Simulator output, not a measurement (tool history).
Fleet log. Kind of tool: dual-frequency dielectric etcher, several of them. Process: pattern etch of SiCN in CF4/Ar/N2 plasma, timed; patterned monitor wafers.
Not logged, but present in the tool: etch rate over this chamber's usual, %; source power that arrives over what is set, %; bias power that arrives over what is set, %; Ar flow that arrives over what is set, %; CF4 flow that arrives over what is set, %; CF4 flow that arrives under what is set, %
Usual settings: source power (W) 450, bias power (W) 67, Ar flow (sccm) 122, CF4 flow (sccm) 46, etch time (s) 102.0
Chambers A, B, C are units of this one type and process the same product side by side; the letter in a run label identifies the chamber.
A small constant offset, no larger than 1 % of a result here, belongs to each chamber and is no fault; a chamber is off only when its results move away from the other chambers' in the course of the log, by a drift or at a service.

run	hour	source power (W)	bias power (W)	Ar flow (sccm)	CF4 flow (sccm)	etch time (s)	hours since the last wet clean	hours since the last source power generator calibration	hours since the last bias power generator calibration	hours since the last Ar flow controller change	hours since the last CF4 flow controller change	read-back reference wafer on the same gauge, depth_nm	mean etch depth across the wafer (nm)
1A	5.0	450	67	122	46	102.0	208.9	1050.7	503.6	661.2	2216.5	90.362	77.363
2C	9.4	450	67	122	46	102.0	56.6	4453.4	16.5	2185.6	2096.3	90.378	77.382
3B	15.3	450	67	122	46	102.0	131.4	514.4	1745.2	1445.6	1264.9	90.406	77.275
4B	20.4	450	67	122	46	102.0	136.5	519.5	1750.3	1450.7	1270.0	90.439	77.303
5A	24.8	450	67	122	46	102.0	228.7	1070.5	523.4	681.0	2236.3	90.406	77.487
# hour 25.6: chamber A: CF4 flow controller replaced
6C	29.8	450	67	122	46	102.0	77.0	4473.8	36.9	2206.0	2116.7	90.426	77.229
7B	33.9	450	67	122	46	102.0	150.0	533.0	1763.8	1464.2	1283.5	90.380	77.896
8A	36.9	450	67	122	46	102.0	240.8	1082.6	535.5	693.1	11.4	90.448	77.851
9C	42.7	450	67	122	46	102.0	89.9	4486.7	49.8	2218.9	2129.6	90.365	77.085
10A	46.1	450	67	122	46	102.0	250.0	1091.8	544.7	702.3	20.6	90.371	77.817
11B	50.4	450	67	122	46	102.0	166.5	549.5	1780.3	1480.7	1300.0	90.405	77.342
12C	54.8	450	67	122	46	102.0	102.0	4498.8	61.9	2231.0	2141.7	90.368	76.866
13C	59.0	450	67	122	46	87.0	106.2	4503.0	66.1	2235.2	2145.9	90.429	66.053
14A	63.4	450	67	122	46	87.0	267.3	1109.1	562.0	719.6	37.9	90.404	66.313
15B	67.4	450	67	122	46	87.0	183.5	566.5	1797.3	1497.7	1317.0	90.401	66.010
16A	71.4	500	67	122	46	102.0	275.3	1117.1	570.0	727.6	45.9	90.475	85.328
17B	74.6	500	67	122	46	102.0	190.7	573.7	1804.5	1504.9	1324.2	90.390	85.033
18C	80.4	500	67	122	46	102.0	127.6	4524.4	87.5	2256.6	2167.3	90.345	84.199
19A	83.5	450	67	122	46	102.0	287.4	1129.2	582.1	739.7	58.0	90.414	78.284
20B	87.5	450	67	122	46	102.0	203.6	586.6	1817.4	1517.8	1337.1	90.336	77.540
21C	92.7	450	67	122	46	102.0	139.9	4536.7	99.8	2268.9	2179.6	90.373	76.917
22C	95.9	450	67	122	46	102.0	143.1	4539.9	103.0	2272.1	2182.8	90.429	76.863
23B	101.7	450	67	122	46	102.0	217.8	600.8	1831.6	1532.0	1351.3	90.425	77.529
24A	105.0	450	67	122	46	102.0	308.9	1150.7	603.6	761.2	79.5	90.368	77.740
25B	110.7	450	67	122	46	102.0	226.8	609.8	1840.6	1541.0	1360.3	90.399	77.352
26C	115.1	450	67	150	46	102.0	162.3	4559.1	122.2	2291.3	2202.0	90.474	74.473
27A	119.0	450	67	150	46	102.0	322.9	1164.7	617.6	775.2	93.5	90.448	75.502
28C	121.7	450	67	150	46	102.0	168.9	4565.7	128.8	2297.9	2208.6	90.488	74.046
29A	124.5	450	67	122	46	102.0	328.4	1170.2	623.1	780.7	99.0	90.304	78.029
30B	128.6	450	67	122	46	102.0	244.7	627.7	1858.5	1558.9	1378.2	90.334	77.458
31B	131.2	450	67	122	46	102.0	247.3	630.3	1861.1	1561.5	1380.8	90.464	77.541
32C	136.2	450	67	122	46	102.0	183.4	4580.2	143.3	2312.4	2223.1	90.452	77.622
33A	140.9	450	67	122	46	102.0	344.8	1186.6	639.5	797.1	115.4	90.461	78.468
34C	145.2	450	67	122	46	102.0	192.4	4589.2	152.3	2321.4	2232.1	90.428	76.701
35A	150.6	450	67	122	46	123.5	354.5	1196.3	649.2	806.8	125.1	90.462	94.020
36B	153.5	450	67	122	46	123.5	269.6	652.6	1883.4	1583.8	1403.1	90.371	93.594
37B	159.0	450	67	122	46	123.5	275.1	658.1	1888.9	1589.3	1408.6	90.414	93.418
38A	161.8	450	67	122	46	102.0	365.7	1207.5	660.4	818.0	136.3	90.452	77.449
39C	165.6	450	67	122	46	102.0	212.8	4609.6	172.7	2341.8	2252.5	90.370	77.092
40B	171.4	450	67	122	46	102.0	287.5	670.5	1901.3	1601.7	1421.0	90.423	77.527

Does one chamber stand apart from the rest, does the shared gauge drift, or is all well apart from small per-chamber offsets? Give the chamber and the most likely cause, where there is one.

No chamber is off and the gauge is stable; the differences are just each chamber's small, constant offset.
